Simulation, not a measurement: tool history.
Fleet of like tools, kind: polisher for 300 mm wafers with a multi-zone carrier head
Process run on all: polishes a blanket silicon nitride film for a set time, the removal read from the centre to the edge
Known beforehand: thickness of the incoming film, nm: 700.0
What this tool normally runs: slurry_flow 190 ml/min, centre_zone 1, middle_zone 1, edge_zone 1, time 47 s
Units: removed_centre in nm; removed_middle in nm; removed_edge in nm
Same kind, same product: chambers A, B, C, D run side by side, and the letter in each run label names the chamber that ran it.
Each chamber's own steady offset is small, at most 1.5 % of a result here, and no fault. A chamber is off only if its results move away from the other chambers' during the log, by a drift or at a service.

run     day  slurry_flow  centre_zone  middle_zone  edge_zone  time  wafers polished on this pad  hours since the slurry nozzle was cleaned  hours since the centre zone pressure was calibrated  hours since the edge zone pressure was calibrated  removed_centre  removed_middle  removed_edge
 1A   0.388          190            1            1          1    47                          228                                      288.1                                                612.3                                              300.8          54.011          52.452        52.553
 2B   0.833          190            1            1          1    47                          354                                      311.4                                                472.8                                              664.6          53.365          54.113        53.295
 3C   1.108          190            1            1          1    47                          359                                      243.9                                                 89.1                                               1017          52.371           51.86        52.512
 4D   1.554          190            1            1          1    47                          724                                      374.1                                                692.4                                              100.1          51.955          53.105        53.225
 5C   2.008          190            1            1          1    47                          542                                      265.5                                                110.7                                             1038.6          52.488          52.557        52.294
      2.025  -- chamber C: worn pad replaced by a new one
 6D   2.542          190            1            1          1    47                          924                                      397.8                                                716.1                                              123.8          51.774          51.997        52.132
      2.579  -- chamber B: centre zone pressure recalibrated
 7B   2.858          160            1            1          1    54                          763                                        360                                                  6.7                                              713.2          59.519          60.052        59.341
 8A    3.15          160            1            1          1    54                          787                                      354.4                                                678.6                                              367.1          60.028          58.907        61.185
 9B   3.621          160            1            1          1    54                          918                                      378.3                                                   25                                              731.5          58.649          59.014        59.323
      3.975  -- chamber A: worn pad replaced by a new one
10D   4.125          160            1            1          1    54                         1244                                      435.8                                                754.1                                              161.8          58.242          58.872        58.109
11A   4.404          190            1            1          1    47                           86                                      384.5                                                708.7                                              397.2          53.482          51.841          53.3
12C   4.967          190            1            1          1    33                          595                                      336.5                                                181.7                                             1109.6          37.228            36.4         36.96
13D   5.308          190            1            1          1    33                         1484                                      464.2                                                782.5                                              190.2          36.262          36.775        37.511
      5.325  -- chamber C: worn pad replaced by a new one
14B   5.788          190            1            1          1    33                         1356                                      430.3                                                   77                                              783.5          37.437          37.682        37.696
       5.95  -- chamber D: worn pad replaced by a new one
15A   6.304          190            1            1          1    33                          471                                      430.1                                                754.3                                              442.8          37.081          36.868        37.543
      6.533  -- chamber B: worn pad replaced by a new one
16C   6.575          190            1            1          1    47                          253                                      375.1                                                220.3                                             1148.2          52.117          52.938        51.901
17B   7.083          190            1            1          1    47                          112                                      461.4                                                108.1                                              814.6           52.68          53.473        52.287
18C   7.462          190            1            1          1    47                          432                                      396.4                                                241.6                                             1169.5          51.905          52.069        53.534
      7.692  -- chamber A: edge zone pressure recalibrated
      7.925  -- chamber A: worn pad replaced by a new one
19A   7.933          190            1            1          1    47                            2                                      469.2                                                793.4                                                5.8           53.59          52.546        53.221
      8.125  -- chamber C: worn pad replaced by a new one
20D   8.425          190            1            1          1    47                          501                                        539                                                857.3                                                265          51.775          51.434        52.413
21A   8.679          190            1            1          1    47                          153                                      487.1                                                811.3                                               23.7           53.52          52.811        52.916
22B   9.138          190            1            1        1.1    32                          527                                      510.7                                                157.4                                              863.9          36.149          36.119        37.167
23C   9.654          190            1            1        1.1    32                          309                                        449                                                294.2                                             1222.1          35.683          35.642        37.915
24D   9.938          190            1            1        1.1    32                          807                                      575.3                                                893.6                                              301.3          34.674          34.354        36.973
25D  10.488          190            1            1        1.1    32                          918                                      588.5                                                906.8                                              314.5          34.934          35.042        36.919
26A  10.971          190            1            1          1    47                          616                                      542.1                                                866.3                                               78.7          53.034          52.852        52.756
27C  11.312          190            1            1          1    47                          645                                      488.8                                                  334                                             1261.9          51.631          52.521        53.223
     11.625  -- chamber C: worn pad replaced by a new one
28B  11.633          190            1            1          1    47                         1032                                      570.6                                                217.3                                              923.8          52.632          53.112        52.664
     11.838  -- chamber B: slurry nozzle cleaned
     11.942  -- chamber A: worn pad replaced by a new one
29C  12.146          190            1          1.1          1    47                          106                                      508.8                                                  354                                             1281.9          52.522          56.887        53.126
30A  12.446          190            1          1.1          1    47                          102                                      577.5                                                901.7                                              114.1          52.991          57.627        51.594
     12.504  -- chamber B: worn pad replaced by a new one
31B  12.754          190            1          1.1          1    47                           50                                         22                                                244.2                                              950.7          53.344          58.694        52.778
     12.846  -- chamber D: edge zone pressure recalibrated
32D  13.242          190            1          1.1          1    47                         1476                                      654.6                                                972.9                                                9.5          49.771          55.327        51.499
33D   13.55          190            1            1          1    47                         1538                                        662                                                980.3                                               16.9          49.708          50.512        52.666
34B  14.096          190         0.89            1          1    47                          322                                       54.2                                                276.4                                              982.9          46.335          53.598        51.279
     14.396  -- chamber C: worn pad replaced by a new one
35A  14.604          190         0.89            1          1    47                          538                                      629.3                                                953.5                                              165.9          46.597          52.714        54.991
36C  14.983          190         0.89            1          1    47                          119                                      576.9                                                422.1                                               1350          46.132          52.148        52.664

All 4 chambers run these settings next. Forecast each chamber's results:
37A  15.388          190            1            1          1    47                                                                                                                                                                                               ?               ?             ?
37B  15.388          190            1            1          1    47                                                                                                                                                                                               ?               ?             ?
37C  15.388          190            1            1          1    47                                                                                                                                                                                               ?               ?             ?
37D  15.388          190            1            1          1    47                                                                                                                                                                                               ?               ?             ?

run  removed_centre  removed_middle  removed_edge
37A          52.666          52.915        52.974
37B          52.839          53.433        53.118
37C          52.279           52.61        51.528
37D          49.297          50.215        51.166
